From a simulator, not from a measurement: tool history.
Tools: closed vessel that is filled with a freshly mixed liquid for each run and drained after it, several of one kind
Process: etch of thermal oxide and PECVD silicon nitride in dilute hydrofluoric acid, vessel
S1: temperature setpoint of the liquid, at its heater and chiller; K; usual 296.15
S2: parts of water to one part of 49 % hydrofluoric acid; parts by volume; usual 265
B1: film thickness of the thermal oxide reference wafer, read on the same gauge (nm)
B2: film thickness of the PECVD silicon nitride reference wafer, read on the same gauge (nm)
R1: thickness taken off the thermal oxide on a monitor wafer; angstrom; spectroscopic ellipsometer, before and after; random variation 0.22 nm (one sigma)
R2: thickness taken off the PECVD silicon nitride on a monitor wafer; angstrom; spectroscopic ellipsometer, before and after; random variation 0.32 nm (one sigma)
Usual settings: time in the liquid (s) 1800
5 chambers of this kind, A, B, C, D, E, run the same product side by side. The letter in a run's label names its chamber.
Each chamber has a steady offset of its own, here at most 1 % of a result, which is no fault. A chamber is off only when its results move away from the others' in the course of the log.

{"run": "1C", "hour": 12.1, "S1": 296.15, "S2": 265, "time in the liquid (s)": 1800, "B1": 70.011, "B2": 100.05, "R1": 245, "R2": 362.24}
{"run": "2D", "hour": 22.9, "S1": 296.15, "S2": 265, "time in the liquid (s)": 1800, "B1": 70.02, "B2": 99.993, "R1": 240.54, "R2": 369.8}
{"run": "3E", "hour": 29.1, "S1": 296.15, "S2": 265, "time in the liquid (s)": 1800, "B1": 70.004, "B2": 99.997, "R1": 247, "R2": 368.18}
{"run": "4A", "hour": 35.8, "S1": 296.15, "S2": 265, "time in the liquid (s)": 1800, "B1": 69.989, "B2": 99.958, "R1": 247.93, "R2": 367.3}
{"run": "5B", "hour": 45.3, "S1": 296.15, "S2": 265, "time in the liquid (s)": 1800, "B1": 69.987, "B2": 100.01, "R1": 242.27, "R2": 361.58}
{"hour": 50.7, "done": "chamber E: thermometer replaced"}
{"run": "6C", "hour": 55.8, "S1": 296.15, "S2": 265, "time in the liquid (s)": 1800, "B1": 69.968, "B2": 100.05, "R1": 248.62, "R2": 366.66}
{"run": "7D", "hour": 62.6, "S1": 296.15, "S2": 265, "time in the liquid (s)": 1800, "B1": 69.989, "B2": 100.02, "R1": 248.08, "R2": 362.03}
{"run": "8A", "hour": 71.4, "S1": 296.15, "S2": 265, "time in the liquid (s)": 1800, "B1": 69.983, "B2": 100.01, "R1": 242.5, "R2": 361.1}
{"run": "9B", "hour": 82.4, "S1": 296.15, "S2": 265, "time in the liquid (s)": 1800, "B1": 70.015, "B2": 100, "R1": 242.01, "R2": 364.28}
{"run": "10E", "hour": 93.3, "S1": 296.15, "S2": 265, "time in the liquid (s)": 1800, "B1": 69.998, "B2": 100, "R1": 245.38, "R2": 365.71}
{"hour": 100.6, "done": "chamber D: thermometer replaced"}
{"run": "11C", "hour": 107.1, "S1": 296.15, "S2": 265, "time in the liquid (s)": 1800, "B1": 69.99, "B2": 100.04, "R1": 244.67, "R2": 363.41}
{"run": "12A", "hour": 114.8, "S1": 296.15, "S2": 265, "time in the liquid (s)": 1800, "B1": 70.002, "B2": 99.98, "R1": 244.84, "R2": 363.01}
{"run": "13E", "hour": 126.7, "S1": 296.15, "S2": 265, "time in the liquid (s)": 1800, "B1": 70.001, "B2": 100.02, "R1": 244.71, "R2": 365.93}
{"run": "14B", "hour": 136.4, "S1": 296.15, "S2": 265, "time in the liquid (s)": 1800, "B1": 69.968, "B2": 99.975, "R1": 245.75, "R2": 367.2}
{"run": "15D", "hour": 146.0, "S1": 294.15, "S2": 265, "time in the liquid (s)": 2265, "B1": 69.982, "B2": 99.999, "R1": 284, "R2": 404.81}
{"run": "16C", "hour": 159.3, "S1": 294.15, "S2": 265, "time in the liquid (s)": 2265, "B1": 69.986, "B2": 100.01, "R1": 283.81, "R2": 400.47}
{"hour": 164.5, "done": "chamber C: hydrofluoric acid flow meter replaced"}
{"run": "17D", "hour": 169.3, "S1": 294.15, "S2": 265, "time in the liquid (s)": 2265, "B1": 69.999, "B2": 100.02, "R1": 285.54, "R2": 404.49}
{"run": "18A", "hour": 175.8, "S1": 294.15, "S2": 265, "time in the liquid (s)": 2265, "B1": 69.993, "B2": 100.03, "R1": 287.9, "R2": 403.16}
{"run": "19B", "hour": 185.9, "S1": 294.15, "S2": 265, "time in the liquid (s)": 2265, "B1": 69.968, "B2": 99.994, "R1": 288.55, "R2": 407.82}
{"run": "20E", "hour": 194.3, "S1": 296.15, "S2": 265, "time in the liquid (s)": 1800, "B1": 69.989, "B2": 99.968, "R1": 247.75, "R2": 362.45}
{"run": "21E", "hour": 202.0, "S1": 296.15, "S2": 265, "time in the liquid (s)": 1800, "B1": 69.975, "B2": 99.984, "R1": 248.75, "R2": 364.05}
{"run": "22C", "hour": 208.7, "S1": 296.15, "S2": 265, "time in the liquid (s)": 1800, "B1": 70.016, "B2": 99.967, "R1": 243.67, "R2": 353.13}
{"hour": 210.9, "done": "chamber A: hydrofluoric acid flow meter replaced"}
{"run": "23D", "hour": 222.1, "S1": 296.15, "S2": 265, "time in the liquid (s)": 1800, "B1": 69.996, "B2": 100.01, "R1": 246.12, "R2": 367.98}
{"run": "24A", "hour": 233.7, "S1": 296.15, "S2": 265, "time in the liquid (s)": 1800, "B1": 70.021, "B2": 100.05, "R1": 245.14, "R2": 366.35}
{"run": "25B", "hour": 241.9, "S1": 291.65, "S2": 265, "time in the liquid (s)": 1800, "B1": 69.987, "B2": 100.01, "R1": 208.21, "R2": 277.95}
{"run": "26E", "hour": 248.6, "S1": 291.65, "S2": 265, "time in the liquid (s)": 1800, "B1": 70.01, "B2": 99.98, "R1": 210.19, "R2": 270.64}
{"run": "27A", "hour": 259.0, "S1": 291.65, "S2": 265, "time in the liquid (s)": 1800, "B1": 69.999, "B2": 100.02, "R1": 209.2, "R2": 271.6}
{"run": "28B", "hour": 272.8, "S1": 291.65, "S2": 265, "time in the liquid (s)": 1800, "B1": 70.004, "B2": 100.06, "R1": 207.24, "R2": 270.53}
{"run": "29D", "hour": 281.4, "S1": 291.65, "S2": 265, "time in the liquid (s)": 1800, "B1": 70.024, "B2": 100, "R1": 208.61, "R2": 275.02}
{"hour": 290.5, "done": "chamber D: hydrofluoric acid flow meter replaced"}
{"run": "30C", "hour": 290.7, "S1": 296.15, "S2": 320, "time in the liquid (s)": 2670, "B1": 70.011, "B2": 99.979, "R1": 277.37, "R2": 415.39}
{"run": "31C", "hour": 299.3, "S1": 296.15, "S2": 320, "time in the liquid (s)": 2670, "B1": 69.985, "B2": 99.997, "R1": 274.09, "R2": 417.14}
{"run": "32E", "hour": 306.7, "S1": 296.15, "S2": 320, "time in the liquid (s)": 2670, "B1": 69.996, "B2": 100, "R1": 284.56, "R2": 452.24}
{"run": "33D", "hour": 318.7, "S1": 296.15, "S2": 320, "time in the liquid (s)": 2670, "B1": 70.014, "B2": 99.984, "R1": 283.33, "R2": 450.02}

What goes on in this fleet: one chamber off, a drifting gauge, or nothing beyond the chambers' own small offsets? Name the chamber and the cause, if any.

Chamber C drifts away from the others.
Cause: liquid colder than its thermometer reads (K) = 1.56.

Here are 4 candidates for chamber C's next run, each the usual settings with a change, their results left as question marks. Which one brings its results back in line with what the others give on the usual settings?
In line means no further than this from the other chambers' mean on the usual settings: R1 7.8 angstrom; R2 11 angstrom
{"run": "34C-1", "hour": 328.6, "S1": 295.65, "S2": 260, "time in the liquid (s)": 1750, "R1": "?", "R2": "?"}
{"run": "34C-2", "hour": 328.6, "S1": 295.15, "S2": 255, "time in the liquid (s)": 1695, "R1": "?", "R2": "?"}
{"run": "34C-3", "hour": 328.6, "S1": 296.65, "S2": 270, "time in the liquid (s)": 1850, "R1": "?", "R2": "?"}
{"run": "34C-4", "hour": 328.6, "S1": 297.15, "S2": 275, "time in the liquid (s)": 1915, "R1": "?", "R2": "?"}

The other chambers' mean on the usual settings: R1 246.09 angstrom; R2 365.59 angstrom
run=34C-1 R1=228.44 R2=317.85
run=34C-2 R1=222.42 R2=303.77
run=34C-3 R1=239.1 R2=345.22
run=34C-4 R1=246.32 R2=362.25
34C-4 brings the chamber back in line.

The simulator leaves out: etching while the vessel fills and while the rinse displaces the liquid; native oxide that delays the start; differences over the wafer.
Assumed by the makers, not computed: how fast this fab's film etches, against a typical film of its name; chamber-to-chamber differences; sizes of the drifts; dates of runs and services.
